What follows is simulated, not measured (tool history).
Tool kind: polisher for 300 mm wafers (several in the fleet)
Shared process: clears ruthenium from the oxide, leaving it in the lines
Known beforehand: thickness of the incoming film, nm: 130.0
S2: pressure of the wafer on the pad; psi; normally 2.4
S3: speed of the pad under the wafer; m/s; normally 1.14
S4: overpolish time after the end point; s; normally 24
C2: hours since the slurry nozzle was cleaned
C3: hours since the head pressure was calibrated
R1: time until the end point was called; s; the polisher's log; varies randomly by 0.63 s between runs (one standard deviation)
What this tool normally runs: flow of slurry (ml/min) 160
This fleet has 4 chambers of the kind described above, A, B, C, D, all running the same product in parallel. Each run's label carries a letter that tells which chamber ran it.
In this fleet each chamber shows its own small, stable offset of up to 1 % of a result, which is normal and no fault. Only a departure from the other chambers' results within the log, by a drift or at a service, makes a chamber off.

{"day": 0.021, "done": "chamber B: slurry nozzle cleaned"}
{"run": "1D", "day": 0.388, "flow of slurry (ml/min)": 160, "S2": 2.4, "S3": 1.14, "S4": 24, "wafers polished on this pad": 760, "C2": 763.7, "C3": 1198.3, "R1": 73.385}
{"run": "2A", "day": 0.871, "flow of slurry (ml/min)": 160, "S2": 2.4, "S3": 1.14, "S4": 24, "wafers polished on this pad": 523, "C2": 513, "C3": 26.3, "R1": 71.836}
{"day": 1.142, "done": "chamber B: worn pad replaced by a new one"}
{"run": "3B", "day": 1.162, "flow of slurry (ml/min)": 160, "S2": 2.4, "S3": 1.14, "S4": 24, "wafers polished on this pad": 4, "C2": 27.4, "C3": 568.9, "R1": 73.487}
{"run": "4C", "day": 1.692, "flow of slurry (ml/min)": 160, "S2": 2.4, "S3": 1.14, "S4": 24, "wafers polished on this pad": 948, "C2": 166.8, "C3": 319.9, "R1": 73.737}
{"day": 1.762, "done": "chamber A: slurry nozzle cleaned"}
{"run": "5B", "day": 1.958, "flow of slurry (ml/min)": 160, "S2": 2.4, "S3": 1.14, "S4": 24, "wafers polished on this pad": 154, "C2": 46.5, "C3": 588, "R1": 72.949}
{"run": "6D", "day": 2.312, "flow of slurry (ml/min)": 160, "S2": 2.4, "S3": 1.14, "S4": 37, "wafers polished on this pad": 1122, "C2": 809.9, "C3": 1244.5, "R1": 72.879}
{"day": 2.579, "done": "chamber D: slurry nozzle cleaned"}
{"run": "7C", "day": 2.683, "flow of slurry (ml/min)": 160, "S2": 2.4, "S3": 1.14, "S4": 37, "wafers polished on this pad": 1134, "C2": 190.6, "C3": 343.7, "R1": 73.91}
{"run": "8A", "day": 2.929, "flow of slurry (ml/min)": 160, "S2": 2.4, "S3": 1.14, "S4": 37, "wafers polished on this pad": 911, "C2": 28, "C3": 75.7, "R1": 72.359}
{"day": 3.233, "done": "chamber A: worn pad replaced by a new one"}
{"run": "9D", "day": 3.262, "flow of slurry (ml/min)": 160, "S2": 2.4, "S3": 1.14, "S4": 37, "wafers polished on this pad": 1301, "C2": 16.5, "C3": 1267.3, "R1": 73.393}
{"day": 3.367, "done": "chamber D: worn pad replaced by a new one"}
{"day": 3.496, "done": "chamber C: worn pad replaced by a new one"}
{"run": "10C", "day": 3.762, "flow of slurry (ml/min)": 160, "S2": 2.4, "S3": 1.14, "S4": 24, "wafers polished on this pad": 50, "C2": 216.5, "C3": 369.6, "R1": 73.679}
{"run": "11B", "day": 4.067, "flow of slurry (ml/min)": 160, "S2": 2.4, "S3": 1.14, "S4": 24, "wafers polished on this pad": 551, "C2": 97.1, "C3": 638.6, "R1": 72.988}
{"run": "12A", "day": 4.346, "flow of slurry (ml/min)": 160, "S2": 2.4, "S3": 1.14, "S4": 24, "wafers polished on this pad": 210, "C2": 62, "C3": 109.7, "R1": 72.101}
{"run": "13C", "day": 4.8, "flow of slurry (ml/min)": 160, "S2": 2.4, "S3": 1.14, "S4": 24, "wafers polished on this pad": 245, "C2": 241.4, "C3": 394.5, "R1": 72.135}
{"run": "14D", "day": 5.171, "flow of slurry (ml/min)": 160, "S2": 2.4, "S3": 1.14, "S4": 24, "wafers polished on this pad": 340, "C2": 62.3, "C3": 1313.1, "R1": 73.886}
{"run": "15A", "day": 5.483, "flow of slurry (ml/min)": 160, "S2": 2.4, "S3": 1.14, "S4": 24, "wafers polished on this pad": 424, "C2": 89.3, "C3": 137, "R1": 72.644}
{"day": 5.721, "done": "chamber B: worn pad replaced by a new one"}
{"run": "16B", "day": 5.746, "flow of slurry (ml/min)": 160, "S2": 2.4, "S3": 1.14, "S4": 24, "wafers polished on this pad": 5, "C2": 137.4, "C3": 678.9, "R1": 73.916}
{"run": "17B", "day": 6.292, "flow of slurry (ml/min)": 160, "S2": 2.4, "S3": 1.14, "S4": 24, "wafers polished on this pad": 108, "C2": 150.5, "C3": 692, "R1": 74.155}
{"day": 6.367, "done": "chamber B: head pressure recalibrated"}
{"run": "18C", "day": 6.633, "flow of slurry (ml/min)": 160, "S2": 1.8, "S3": 1.14, "S4": 18, "wafers polished on this pad": 590, "C2": 285.4, "C3": 438.5, "R1": 93.836}
{"run": "19A", "day": 6.983, "flow of slurry (ml/min)": 160, "S2": 1.8, "S3": 1.14, "S4": 18, "wafers polished on this pad": 706, "C2": 125.3, "C3": 173, "R1": 96.802}
{"run": "20D", "day": 7.271, "flow of slurry (ml/min)": 160, "S2": 1.8, "S3": 1.14, "S4": 18, "wafers polished on this pad": 735, "C2": 112.7, "C3": 1363.5, "R1": 98.81}
{"run": "21C", "day": 7.75, "flow of slurry (ml/min)": 160, "S2": 1.8, "S3": 1.14, "S4": 18, "wafers polished on this pad": 801, "C2": 312.2, "C3": 465.3, "R1": 94.044}
{"day": 7.771, "done": "chamber A: worn pad replaced by a new one"}
{"run": "22D", "day": 8.242, "flow of slurry (ml/min)": 160, "S2": 2.4, "S3": 1.14, "S4": 24, "wafers polished on this pad": 918, "C2": 136, "C3": 1386.8, "R1": 73.755}
{"run": "23A", "day": 8.579, "flow of slurry (ml/min)": 160, "S2": 2.4, "S3": 1.14, "S4": 24, "wafers polished on this pad": 152, "C2": 163.6, "C3": 211.3, "R1": 73.05}
{"day": 8.85, "done": "chamber C: worn pad replaced by a new one"}
{"run": "24B", "day": 9.142, "flow of slurry (ml/min)": 160, "S2": 3, "S3": 1.14, "S4": 14, "wafers polished on this pad": 644, "C2": 218.9, "C3": 66.6, "R1": 59.066}
{"run": "25D", "day": 9.5, "flow of slurry (ml/min)": 160, "S2": 3, "S3": 1.14, "S4": 14, "wafers polished on this pad": 1155, "C2": 166.2, "C3": 1417, "R1": 58.815}
{"run": "26C", "day": 9.812, "flow of slurry (ml/min)": 160, "S2": 3, "S3": 1.14, "S4": 14, "wafers polished on this pad": 181, "C2": 361.7, "C3": 514.8, "R1": 54.552}
{"run": "27A", "day": 10.375, "flow of slurry (ml/min)": 160, "S2": 3, "S3": 1.14, "S4": 14, "wafers polished on this pad": 490, "C2": 206.7, "C3": 254.4, "R1": 57.855}
{"day": 10.696, "done": "chamber D: worn pad replaced by a new one"}
{"run": "28B", "day": 10.879, "flow of slurry (ml/min)": 160, "S2": 2.4, "S3": 1.14, "S4": 24, "wafers polished on this pad": 971, "C2": 260.6, "C3": 108.3, "R1": 72.543}
{"day": 10.979, "done": "chamber B: worn pad replaced by a new one"}
{"run": "29C", "day": 11.158, "flow of slurry (ml/min)": 160, "S2": 2.4, "S3": 1.14, "S4": 24, "wafers polished on this pad": 434, "C2": 394, "C3": 547.1, "R1": 67.225}
{"day": 11.392, "done": "chamber D: head pressure recalibrated"}
{"run": "30A", "day": 11.546, "flow of slurry (ml/min)": 160, "S2": 2.4, "S3": 1.14, "S4": 24, "wafers polished on this pad": 711, "C2": 234.8, "C3": 282.5, "R1": 74.107}
{"run": "31D", "day": 11.796, "flow of slurry (ml/min)": 215, "S2": 2.9, "S3": 1.14, "S4": 24, "wafers polished on this pad": 207, "C2": 221.3, "C3": 9.8, "R1": 58.16}
{"run": "32B", "day": 12.192, "flow of slurry (ml/min)": 215, "S2": 2.9, "S3": 1.14, "S4": 24, "wafers polished on this pad": 228, "C2": 292.1, "C3": 139.8, "R1": 57.727}

Predict what each chamber gives when all 4 of them run the settings below next.
{"run": "33A", "day": 12.592, "flow of slurry (ml/min)": 160, "S2": 2.4, "S3": 1.14, "S4": 28, "R1": "?"}
{"run": "33B", "day": 12.592, "flow of slurry (ml/min)": 160, "S2": 2.4, "S3": 1.14, "S4": 28, "R1": "?"}
{"run": "33C", "day": 12.592, "flow of slurry (ml/min)": 160, "S2": 2.4, "S3": 1.14, "S4": 28, "R1": "?"}
{"run": "33D", "day": 12.592, "flow of slurry (ml/min)": 160, "S2": 2.4, "S3": 1.14, "S4": 28, "R1": "?"}

run=33A R1=73.289
run=33B R1=72.817
run=33C R1=65.32
run=33D R1=73.92

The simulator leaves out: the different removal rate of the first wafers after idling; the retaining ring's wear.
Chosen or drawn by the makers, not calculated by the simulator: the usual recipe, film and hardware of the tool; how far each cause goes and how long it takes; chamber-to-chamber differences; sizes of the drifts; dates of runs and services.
